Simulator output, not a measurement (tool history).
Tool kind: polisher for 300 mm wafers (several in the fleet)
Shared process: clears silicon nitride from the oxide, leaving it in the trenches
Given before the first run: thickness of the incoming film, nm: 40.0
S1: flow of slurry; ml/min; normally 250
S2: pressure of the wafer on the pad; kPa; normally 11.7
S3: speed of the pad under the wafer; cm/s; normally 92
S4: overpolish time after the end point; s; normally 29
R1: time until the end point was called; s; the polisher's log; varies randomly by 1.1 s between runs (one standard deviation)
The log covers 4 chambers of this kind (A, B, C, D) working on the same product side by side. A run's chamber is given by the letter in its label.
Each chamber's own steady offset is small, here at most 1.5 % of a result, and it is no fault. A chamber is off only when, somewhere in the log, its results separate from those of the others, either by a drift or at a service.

run 1C hour=2 | S1=250 S2=11.7 S3=92 S4=29 | R1=97.564
run 2B hour=5.5 | S1=250 S2=11.7 S3=92 S4=29 | R1=96.243
run 3A hour=9.3 | S1=250 S2=11.7 S3=92 S4=29 | R1=95.508
run 4D hour=11.2 | S1=250 S2=11.7 S3=92 S4=29 | R1=94.572
run 5D hour=14.3 | S1=250 S2=11.7 S3=92 S4=39 | R1=95.905
run 6B hour=17.3 | S1=250 S2=11.7 S3=92 S4=39 | R1=95.415
run 7C hour=21.4 | S1=250 S2=11.7 S3=92 S4=39 | R1=98.255
run 8A hour=25.3 | S1=250 S2=11.7 S3=92 S4=39 | R1=92.981
run 9A hour=29.3 | S1=250 S2=11.7 S3=112 S4=29 | R1=76.386
run 10B hour=31.9 | S1=250 S2=11.7 S3=112 S4=29 | R1=79.708
-- hour=33.1 chamber B: worn pad replaced by a new one
run 11D hour=33.7 | S1=250 S2=11.7 S3=112 S4=29 | R1=79.132
-- hour=35.9 chamber A: worn pad replaced by a new one
run 12C hour=37.5 | S1=250 S2=11.7 S3=112 S4=29 | R1=80.956
run 13D hour=41.5 | S1=250 S2=11.7 S3=92 S4=29 | R1=95.479
run 14C hour=44.7 | S1=250 S2=11.7 S3=92 S4=29 | R1=98.189
run 15A hour=47.9 | S1=250 S2=11.7 S3=70 S4=29 | R1=119.38
run 16B hour=49.7 | S1=250 S2=11.7 S3=70 S4=29 | R1=123.38
run 17B hour=53.2 | S1=250 S2=11.7 S3=70 S4=29 | R1=125.86
-- hour=56.2 chamber C: worn pad replaced by a new one
run 18A hour=56.2 | S1=250 S2=11.7 S3=70 S4=29 | R1=115.21
run 19D hour=58.7 | S1=250 S2=11.7 S3=92 S4=29 | R1=95.49
run 20C hour=61.5 | S1=250 S2=11.7 S3=92 S4=29 | R1=96.705
run 21A hour=63.9 | S1=250 S2=11.7 S3=92 S4=29 | R1=88.798
run 22B hour=66.6 | S1=250 S2=11.7 S3=92 S4=29 | R1=96.58
run 23C hour=70.7 | S1=250 S2=11.7 S3=92 S4=29 | R1=98.797
run 24D hour=74.2 | S1=250 S2=11.7 S3=92 S4=29 | R1=96.549
run 25B hour=77.1 | S1=285 S2=11.7 S3=92 S4=29 | R1=93.861
run 26D hour=79.9 | S1=285 S2=11.7 S3=92 S4=29 | R1=95.545

The same settings go to every chamber for the next run, one line per chamber below. Forecast the results for each:
run 27A hour=82.9 | S1=250 S2=11.7 S3=92 S4=29 | R1=?
run 27B hour=82.9 | S1=250 S2=11.7 S3=92 S4=29 | R1=?
run 27C hour=82.9 | S1=250 S2=11.7 S3=92 S4=29 | R1=?
run 27D hour=82.9 | S1=250 S2=11.7 S3=92 S4=29 | R1=?

run=27A R1=87.738
run=27B R1=94.678
run=27C R1=97.732
run=27D R1=94.854
